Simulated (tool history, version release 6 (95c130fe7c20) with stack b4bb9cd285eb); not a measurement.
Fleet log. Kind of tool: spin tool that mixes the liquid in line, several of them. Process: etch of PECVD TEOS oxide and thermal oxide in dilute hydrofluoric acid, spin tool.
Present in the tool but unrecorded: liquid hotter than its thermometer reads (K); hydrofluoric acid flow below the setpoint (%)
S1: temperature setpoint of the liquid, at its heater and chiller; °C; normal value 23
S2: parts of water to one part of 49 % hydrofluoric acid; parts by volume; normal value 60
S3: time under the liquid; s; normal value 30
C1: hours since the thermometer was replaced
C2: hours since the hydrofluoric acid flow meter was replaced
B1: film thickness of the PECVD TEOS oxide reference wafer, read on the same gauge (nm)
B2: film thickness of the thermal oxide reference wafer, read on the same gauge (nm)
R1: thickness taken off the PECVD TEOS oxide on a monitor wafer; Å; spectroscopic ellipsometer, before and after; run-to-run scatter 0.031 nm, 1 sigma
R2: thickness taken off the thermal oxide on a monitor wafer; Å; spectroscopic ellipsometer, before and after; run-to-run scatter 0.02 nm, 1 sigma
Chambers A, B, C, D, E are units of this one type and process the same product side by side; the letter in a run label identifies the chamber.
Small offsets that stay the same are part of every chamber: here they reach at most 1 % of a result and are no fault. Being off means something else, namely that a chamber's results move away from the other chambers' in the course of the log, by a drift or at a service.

run 1A hour=7.0 | S1=23 S2=60 S3=30 | C1=572.9 C2=176.2 | B1=49.997 B2=79.973 | R1=63.438 R2=22.550
run 2B hour=19.5 | S1=23 S2=60 S3=30 | C1=2341.3 C2=664.2 | B1=50.003 B2=79.967 | R1=62.590 R2=22.684
-- hour=21.5 chamber A: thermometer replaced
run 3D hour=28.4 | S1=23 S2=60 S3=30 | C1=617.2 C2=1346.0 | B1=49.992 B2=80.005 | R1=63.278 R2=22.402
run 4E hour=39.7 | S1=23 S2=60 S3=30 | C1=1876.0 C2=649.0 | B1=49.980 B2=80.021 | R1=62.994 R2=22.611
run 5C hour=51.6 | S1=23 S2=60 S3=30 | C1=264.9 C2=1280.2 | B1=49.995 B2=79.995 | R1=64.445 R2=22.208
run 6A hour=62.4 | S1=23 S2=60 S3=30 | C1=40.9 C2=231.6 | B1=50.000 B2=79.995 | R1=63.794 R2=22.602
run 7B hour=70.5 | S1=23 S2=60 S3=30 | C1=2392.3 C2=715.2 | B1=50.016 B2=79.960 | R1=63.510 R2=22.374
run 8C hour=80.0 | S1=23 S2=60 S3=30 | C1=293.3 C2=1308.6 | B1=49.992 B2=79.970 | R1=64.724 R2=22.575
run 9D hour=91.3 | S1=19 S2=60 S3=20 | C1=680.1 C2=1408.9 | B1=49.964 B2=79.998 | R1=35.625 R2=12.386
run 10E hour=101.2 | S1=19 S2=60 S3=20 | C1=1937.5 C2=710.5 | B1=50.015 B2=80.025 | R1=35.725 R2=12.533
-- hour=113.5 chamber E: hydrofluoric acid flow meter replaced
run 11D hour=116.6 | S1=19 S2=60 S3=20 | C1=705.4 C2=1434.2 | B1=50.008 B2=79.988 | R1=35.826 R2=12.724
run 12E hour=126.5 | S1=19 S2=60 S3=20 | C1=1962.8 C2=13.1 | B1=50.014 B2=79.927 | R1=35.727 R2=12.558
run 13A hour=137.1 | S1=19 S2=60 S3=20 | C1=115.6 C2=306.3 | B1=50.007 B2=80.023 | R1=35.858 R2=12.853
run 14B hour=145.5 | S1=23 S2=60 S3=30 | C1=2467.3 C2=790.2 | B1=50.016 B2=80.053 | R1=63.126 R2=22.452
run 15C hour=160.8 | S1=23 S2=35 S3=30 | C1=374.1 C2=1389.4 | B1=50.006 B2=79.965 | R1=112.900 R2=40.410
run 16C hour=171.9 | S1=23 S2=35 S3=30 | C1=385.2 C2=1400.5 | B1=50.017 B2=79.986 | R1=112.530 R2=39.619
run 17D hour=182.3 | S1=23 S2=35 S3=30 | C1=771.1 C2=1499.9 | B1=50.015 B2=79.977 | R1=112.680 R2=39.551
run 18A hour=190.0 | S1=23 S2=35 S3=30 | C1=168.5 C2=359.2 | B1=50.005 B2=79.967 | R1=111.550 R2=39.994
run 19B hour=200.8 | S1=23 S2=35 S3=30 | C1=2522.6 C2=845.5 | B1=50.005 B2=79.995 | R1=111.340 R2=39.801
run 20E hour=208.1 | S1=23 S2=60 S3=30 | C1=2044.4 C2=94.7 | B1=49.980 B2=79.965 | R1=62.855 R2=22.335
run 21A hour=223.6 | S1=23 S2=60 S3=30 | C1=202.1 C2=392.8 | B1=50.000 B2=80.034 | R1=63.445 R2=22.487
run 22E hour=234.2 | S1=23 S2=60 S3=30 | C1=2070.5 C2=120.8 | B1=49.988 B2=80.002 | R1=63.307 R2=22.512
run 23B hour=241.7 | S1=23 S2=60 S3=30 | C1=2563.5 C2=886.4 | B1=50.010 B2=80.021 | R1=63.169 R2=22.352
run 24D hour=249.6 | S1=23 S2=60 S3=30 | C1=838.4 C2=1567.2 | B1=49.980 B2=79.993 | R1=63.210 R2=22.608
-- hour=263.0 chamber D: hydrofluoric acid flow meter replaced
run 25C hour=264.5 | S1=23 S2=60 S3=20 | C1=477.8 C2=1493.1 | B1=50.001 B2=80.034 | R1=42.556 R2=15.060
run 26B hour=274.1 | S1=23 S2=60 S3=20 | C1=2595.9 C2=918.8 | B1=49.987 B2=79.964 | R1=42.066 R2=14.760
run 27C hour=284.7 | S1=23 S2=60 S3=20 | C1=498.0 C2=1513.3 | B1=49.992 B2=80.063 | R1=42.832 R2=15.074
run 28E hour=292.1 | S1=23 S2=60 S3=20 | C1=2128.4 C2=178.7 | B1=50.022 B2=80.007 | R1=42.447 R2=14.888
run 29A hour=300.7 | S1=23 S2=60 S3=20 | C1=279.2 C2=469.9 | B1=49.998 B2=79.975 | R1=43.101 R2=14.913
run 30D hour=309.6 | S1=23 S2=60 S3=30 | C1=898.4 C2=46.6 | B1=49.991 B2=79.977 | R1=63.340 R2=22.803

All 5 chambers run these settings next. Forecast each chamber's results:
run 31A hour=320.7 | S1=23 S2=60 S3=30 | R1=? R2=?
run 31B hour=320.7 | S1=23 S2=60 S3=30 | R1=? R2=?
run 31C hour=320.7 | S1=23 S2=60 S3=30 | R1=? R2=?
run 31D hour=320.7 | S1=23 S2=60 S3=30 | R1=? R2=?
run 31E hour=320.7 | S1=23 S2=60 S3=30 | R1=? R2=?

run=31A R1=63.670 R2=22.309
run=31B R1=62.727 R2=22.139
run=31C R1=63.391 R2=22.541
run=31D R1=63.392 R2=22.658
run=31E R1=63.019 R2=22.965

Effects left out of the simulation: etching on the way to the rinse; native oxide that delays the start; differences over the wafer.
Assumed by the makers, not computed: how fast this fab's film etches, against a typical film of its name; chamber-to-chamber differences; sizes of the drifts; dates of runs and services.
